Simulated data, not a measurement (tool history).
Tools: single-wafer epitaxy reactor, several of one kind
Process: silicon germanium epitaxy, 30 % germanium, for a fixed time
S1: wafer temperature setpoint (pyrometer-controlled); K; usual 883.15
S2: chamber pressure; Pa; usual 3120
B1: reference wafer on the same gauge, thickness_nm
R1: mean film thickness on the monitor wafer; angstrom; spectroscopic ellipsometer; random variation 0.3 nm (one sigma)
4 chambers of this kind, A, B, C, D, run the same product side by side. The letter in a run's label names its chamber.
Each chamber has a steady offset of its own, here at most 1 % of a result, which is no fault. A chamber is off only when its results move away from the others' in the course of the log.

run	hour	S1	S2	B1	R1
1B	10.8	883.15	3120	62.841	759.88
2A	20.5	883.15	3120	62.952	747.17
3D	35.2	883.15	3120	62.95	756.88
4C	51.3	883.15	3120	62.88	756.29
5C	62.5	883.15	3120	62.846	754.48
# hour 70.1: chamber C: pyrometer calibrated
6B	74.1	883.15	2733	62.953	719.73
7D	85.8	883.15	2733	62.932	719.48
8A	96	883.15	2733	62.905	711.51
9C	107.5	883.15	2733	62.975	711.86
10D	115.7	883.15	3120	62.944	751.66
11A	130.1	883.15	3120	62.907	749.07
12B	145.5	883.15	3120	62.855	751.87
13D	156.8	883.15	3120	62.915	758.41
14B	164.2	883.15	3120	62.859	757.99
15A	171.7	883.15	3120	62.927	751.85
16C	182.1	883.15	3120	62.925	749.08
17B	191.9	883.15	3120	62.93	757.72
18C	202.9	883.15	3120	62.86	753.86
19D	219.1	883.15	3120	62.857	755.16
# hour 230.8: chamber B: capacitance manometer re-zeroed and calibrated
20A	232.8	883.15	3120	62.916	747.25
21B	243.1	883.15	3120	62.945	753.41
22D	251.4	883.15	3120	62.888	754.27
23A	267.2	883.15	3120	62.915	746.27
24C	282.1	883.15	3120	62.875	750.96
25D	291.5	883.15	3120	62.988	757.05
26C	304.3	883.15	3120	62.894	753.65
# hour 307.7: chamber D: capacitance manometer re-zeroed and calibrated
27B	314.8	883.15	3120	62.873	756.44
28A	328.9	883.15	3120	62.918	752.97
29C	341.4	883.15	3120	62.902	753.47
30D	355.1	883.15	3120	62.885	760.81

Next, every chamber runs the same settings. What will each give?
31A	366.8	891.15	3120		?
31B	366.8	891.15	3120		?
31C	366.8	891.15	3120		?
31D	366.8	891.15	3120		?

run	R1
31A	867.88
31B	867.21
31C	865.1
31D	869.24
